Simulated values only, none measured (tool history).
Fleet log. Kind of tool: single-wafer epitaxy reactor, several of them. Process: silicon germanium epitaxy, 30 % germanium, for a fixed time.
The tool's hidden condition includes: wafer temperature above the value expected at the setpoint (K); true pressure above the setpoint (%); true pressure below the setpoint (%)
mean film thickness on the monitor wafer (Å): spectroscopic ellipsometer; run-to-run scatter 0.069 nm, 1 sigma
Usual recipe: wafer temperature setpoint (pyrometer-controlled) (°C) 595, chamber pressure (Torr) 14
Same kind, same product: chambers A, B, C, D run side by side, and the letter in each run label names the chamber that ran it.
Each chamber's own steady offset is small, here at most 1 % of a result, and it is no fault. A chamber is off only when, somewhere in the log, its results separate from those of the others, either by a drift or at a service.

run    day  wafer temperature setpoint (pyrometer-controlled) (°C)  chamber pressure (Torr)  hours since the last pyrometer calibration  hours since the last manometer calibration  read-back reference wafer on the same gauge, thickness_nm  mean film thickness on the monitor wafer (Å)
     0.058  -- chamber B: pyrometer calibrated
 1B  0.158                                                     595                       14                                         2.5                                       275.6                                                     51.229                                        469.56
 2A  0.404                                                     595                       14                                       287.6                                      1585.8                                                     51.234                                        470.54
 3C  0.612                                                     595                       14                                       190.4                                       724.3                                                     51.242                                        464.27
 4D  0.775                                                     595                       14                                      1915.6                                      1172.5                                                     51.253                                        470.77
 5B  0.938                                                     595                       14                                        21.2                                       294.3                                                     51.255                                        469.64
 6C  1.138                                                     601                     15.5                                         203                                       736.9                                                      51.26                                        542.04
 7D  1.254                                                     601                     15.5                                      1927.1                                        1184                                                     51.251                                        546.22
 8A  1.417                                                     601                     15.5                                       311.9                                      1610.1                                                     51.273                                        547.22
 9C  1.633                                                     601                     15.5                                       214.9                                       748.8                                                     51.262                                        540.67
10D  1.788                                                     595                       14                                      1939.9                                      1196.8                                                     51.288                                        470.51
11B  2.038                                                     595                       14                                        47.6                                       320.7                                                     51.318                                         470.1
12A  2.288                                                     595                       14                                       332.8                                        1631                                                     51.337                                        470.22
13A  2.479                                                     595                       14                                       337.4                                      1635.6                                                      51.32                                        469.88
14B  2.592                                                     603                     12.2                                        60.9                                         334                                                     51.315                                        515.78
15C  2.771                                                     603                     12.2                                       242.2                                       776.1                                                     51.318                                        508.75
16D  2.888                                                     603                     12.2                                      1966.3                                      1223.2                                                     51.337                                        516.58
17D  3.092                                                     603                     12.2                                      1971.2                                      1228.1                                                     51.343                                           517
18A  3.233                                                     595                       14                                       355.5                                      1653.7                                                     51.349                                        472.11
19C    3.4                                                     595                       14                                       257.3                                       791.2                                                     51.365                                         466.5
20B  3.608                                                     595                       14                                        85.3                                       358.4                                                     51.354                                        471.47
21B  3.854                                                     595                       14                                        91.2                                       364.3                                                      51.39                                        470.68
22C  4.062                                                     595                       14                                       273.2                                       807.1                                                       51.4                                        466.52
23A  4.275                                                     595                       14                                       380.5                                      1678.7                                                     51.409                                        472.11
24D  4.438                                                     595                       14                                      2003.5                                      1260.4                                                     51.406                                        470.94
25C  4.583                                                     595                       14                                       285.7                                       819.6                                                     51.421                                        467.05
26B  4.696                                                     595                       14                                       111.4                                       384.5                                                     51.413                                         472.9
27A  4.867                                                     595                       14                                       394.7                                      1692.9                                                     51.462                                        472.34
28D  5.046                                                     609                       14                                      2018.1                                        1275                                                     51.425                                        609.47
29D  5.254                                                     609                       14                                      2023.1                                        1280                                                     51.451                                        610.26
30C  5.383                                                     609                       14                                       304.9                                       838.8                                                     51.459                                        601.25
     5.421  -- chamber D: pyrometer calibrated
31B  5.538                                                     609                       14                                       131.6                                       404.7                                                     51.453                                        610.68
32A  5.696                                                     595                       14                                       414.6                                      1712.8                                                     51.486                                         471.9
33B  5.917                                                     595                       14                                       140.7                                       413.8                                                     51.483                                        472.37
34A  6.054                                                     595                       14                                       423.2                                      1721.4                                                     51.503                                        472.73
35C  6.188                                                     595                       14                                       324.2                                       858.1                                                     51.497                                        468.63
36D  6.392                                                     595                       14                                        23.3                                      1307.3                                                     51.503                                        472.08

Next, every chamber runs the same settings. What will each give?
37A  6.575                                                     595                       14                                                                                                                                                                                                ?
37B  6.575                                                     595                       14                                                                                                                                                                                                ?
37C  6.575                                                     595                       14                                                                                                                                                                                                ?
37D  6.575                                                     595                       14                                                                                                                                                                                                ?

run  mean film thickness on the monitor wafer (Å)
37A                                        472.36
37B                                        473.03
37C                                        467.36
37D                                        472.24
